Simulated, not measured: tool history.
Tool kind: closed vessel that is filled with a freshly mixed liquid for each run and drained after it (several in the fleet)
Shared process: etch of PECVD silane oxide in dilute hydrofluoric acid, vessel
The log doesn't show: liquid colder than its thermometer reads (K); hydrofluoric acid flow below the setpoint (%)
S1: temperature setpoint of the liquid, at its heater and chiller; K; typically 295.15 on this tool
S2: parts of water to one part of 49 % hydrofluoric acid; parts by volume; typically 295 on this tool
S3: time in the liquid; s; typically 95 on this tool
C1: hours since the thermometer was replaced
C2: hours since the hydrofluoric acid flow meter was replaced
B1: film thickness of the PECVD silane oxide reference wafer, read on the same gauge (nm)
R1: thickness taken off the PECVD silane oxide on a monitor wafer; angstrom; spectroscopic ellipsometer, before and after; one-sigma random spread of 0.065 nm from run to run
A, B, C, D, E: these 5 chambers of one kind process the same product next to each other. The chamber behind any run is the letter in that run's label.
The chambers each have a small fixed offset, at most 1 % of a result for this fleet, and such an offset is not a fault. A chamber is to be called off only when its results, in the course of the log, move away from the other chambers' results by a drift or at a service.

run 1C hour=6.7 | S1=295.15 S2=295 S3=95 | C1=1075.6 C2=143.5 | B1=110.00 | R1=87.147
run 2A hour=20.5 | S1=295.15 S2=295 S3=95 | C1=836.5 C2=800.9 | B1=109.98 | R1=87.551
run 3B hour=27.7 | S1=295.15 S2=295 S3=95 | C1=1407.3 C2=462.5 | B1=110.01 | R1=88.511
run 4D hour=41.2 | S1=295.15 S2=295 S3=95 | C1=707.6 C2=1050.4 | B1=110.04 | R1=87.287
-- hour=45.1 chamber D: thermometer replaced
run 5E hour=52.1 | S1=295.15 S2=295 S3=95 | C1=1210.3 C2=213.3 | B1=109.97 | R1=87.643
run 6D hour=60.1 | S1=295.15 S2=295 S3=95 | C1=15.1 C2=1069.3 | B1=109.96 | R1=87.560
run 7E hour=70.0 | S1=295.15 S2=295 S3=95 | C1=1228.2 C2=231.2 | B1=110.02 | R1=87.479
run 8C hour=81.0 | S1=295.15 S2=295 S3=95 | C1=1149.9 C2=217.8 | B1=109.96 | R1=87.428
run 9B hour=90.8 | S1=295.15 S2=295 S3=95 | C1=1470.4 C2=525.6 | B1=110.04 | R1=87.287
run 10A hour=99.8 | S1=295.15 S2=295 S3=95 | C1=915.8 C2=880.2 | B1=110.04 | R1=87.497
run 11B hour=111.1 | S1=295.15 S2=295 S3=95 | C1=1490.7 C2=545.9 | B1=109.93 | R1=87.566
run 12C hour=124.3 | S1=295.15 S2=295 S3=95 | C1=1193.2 C2=261.1 | B1=110.00 | R1=87.797
run 13D hour=131.0 | S1=295.15 S2=295 S3=95 | C1=86.0 C2=1140.2 | B1=110.04 | R1=87.921
run 14A hour=143.0 | S1=295.15 S2=295 S3=95 | C1=959.0 C2=923.4 | B1=110.01 | R1=86.843
run 15E hour=149.8 | S1=295.15 S2=295 S3=95 | C1=1308.0 C2=311.0 | B1=110.03 | R1=87.053
run 16B hour=158.1 | S1=295.15 S2=295 S3=95 | C1=1537.7 C2=592.9 | B1=109.96 | R1=87.935
run 17D hour=170.5 | S1=295.15 S2=295 S3=95 | C1=125.5 C2=1179.7 | B1=110.00 | R1=87.758
run 18A hour=177.5 | S1=295.15 S2=295 S3=95 | C1=993.5 C2=957.9 | B1=110.04 | R1=86.901
run 19C hour=191.7 | S1=295.15 S2=415 S3=95 | C1=1260.6 C2=328.5 | B1=109.93 | R1=56.132
run 20E hour=199.8 | S1=295.15 S2=415 S3=95 | C1=1358.0 C2=361.0 | B1=110.07 | R1=56.069
run 21D hour=208.3 | S1=295.15 S2=415 S3=95 | C1=163.3 C2=1217.5 | B1=109.97 | R1=56.344
run 22E hour=220.5 | S1=295.15 S2=415 S3=95 | C1=1378.7 C2=381.7 | B1=110.06 | R1=56.614
run 23B hour=234.5 | S1=295.15 S2=415 S3=95 | C1=1614.1 C2=669.3 | B1=109.95 | R1=56.190
run 24A hour=243.7 | S1=295.15 S2=295 S3=95 | C1=1059.7 C2=1024.1 | B1=109.95 | R1=87.436
run 25C hour=254.4 | S1=295.15 S2=295 S3=95 | C1=1323.3 C2=391.2 | B1=109.99 | R1=88.044
run 26B hour=261.7 | S1=295.15 S2=295 S3=95 | C1=1641.3 C2=696.5 | B1=109.98 | R1=87.832
run 27E hour=273.7 | S1=295.15 S2=295 S3=95 | C1=1431.9 C2=434.9 | B1=109.99 | R1=85.828
run 28A hour=280.9 | S1=297.15 S2=345 S3=95 | C1=1096.9 C2=1061.3 | B1=109.95 | R1=75.426
run 29C hour=293.1 | S1=297.15 S2=345 S3=95 | C1=1362.0 C2=429.9 | B1=109.99 | R1=77.062
run 30D hour=303.9 | S1=297.15 S2=345 S3=95 | C1=258.9 C2=1313.1 | B1=109.98 | R1=77.673
run 31A hour=313.7 | S1=297.15 S2=345 S3=95 | C1=1129.7 C2=1094.1 | B1=109.99 | R1=76.058
run 32D hour=320.2 | S1=297.15 S2=345 S3=95 | C1=275.2 C2=1329.4 | B1=110.00 | R1=76.536
run 33C hour=327.1 | S1=295.15 S2=295 S3=95 | C1=1396.0 C2=463.9 | B1=109.98 | R1=87.419
run 34B hour=336.9 | S1=295.15 S2=295 S3=95 | C1=1716.5 C2=771.7 | B1=110.01 | R1=87.816
run 35E hour=350.7 | S1=295.15 S2=295 S3=95 | C1=1508.9 C2=511.9 | B1=110.01 | R1=84.796
-- hour=355.0 chamber A: hydrofluoric acid flow meter replaced
run 36B hour=359.2 | S1=295.15 S2=295 S3=95 | C1=1738.8 C2=794.0 | B1=110.05 | R1=87.759
run 37E hour=371.1 | S1=295.15 S2=295 S3=95 | C1=1529.3 C2=532.3 | B1=110.05 | R1=85.264
run 38A hour=381.1 | S1=295.15 S2=295 S3=95 | C1=1197.1 C2=26.1 | B1=109.99 | R1=87.380
-- hour=387.2 chamber A: thermometer replaced
run 39C hour=392.6 | S1=295.15 S2=295 S3=95 | C1=1461.5 C2=529.4 | B1=109.95 | R1=87.122
run 40D hour=403.1 | S1=295.15 S2=295 S3=95 | C1=358.1 C2=1412.3 | B1=110.03 | R1=88.207
run 41B hour=413.9 | S1=295.15 S2=295 S3=95 | C1=1793.5 C2=848.7 | B1=110.08 | R1=87.589
run 42E hour=421.7 | S1=295.15 S2=295 S3=95 | C1=1579.9 C2=582.9 | B1=109.94 | R1=85.058
run 43D hour=430.5 | S1=295.15 S2=295 S3=95 | C1=385.5 C2=1439.7 | B1=109.99 | R1=86.604
run 44A hour=439.3 | S1=295.15 S2=295 S3=95 | C1=52.1 C2=84.3 | B1=109.95 | R1=87.863

Decide between three cases: one chamber stands off from its peers, the gauge reading all wafers drifts, or nothing is wrong past each chamber's small offset. Where a chamber is off, say which and what most likely put it there.

It is chamber E that slowly wanders off from its peers.
Cause: hydrofluoric acid flow below the setpoint (%) = 3.3.
The log might look much the same if the cause were instead: liquid colder than its thermometer reads (K).

Which of the 4 candidates below, each the usual settings with something changed and its results left as question marks, puts chamber E back in line with what the other chambers give on the usual settings?
A result is in line if it is within this distance of the other chambers' mean on the usual settings: R1 2.300 angstrom
run 45E-1 hour=449.6 | S1=295.15 S2=315 S3=95 | R1=?
run 45E-2 hour=449.6 | S1=296.15 S2=295 S3=95 | R1=?
run 45E-3 hour=449.6 | S1=295.15 S2=275 S3=95 | R1=?
run 45E-4 hour=449.6 | S1=294.15 S2=295 S3=95 | R1=?

Other chambers, usual settings, mean: R1 87.794 angstrom
run=45E-1 R1=77.620
run=45E-2 R1=87.523
run=45E-3 R1=92.490
run=45E-4 R1=81.580
The answer is 45E-2, which returns the chamber to within the allowed miss of the others.
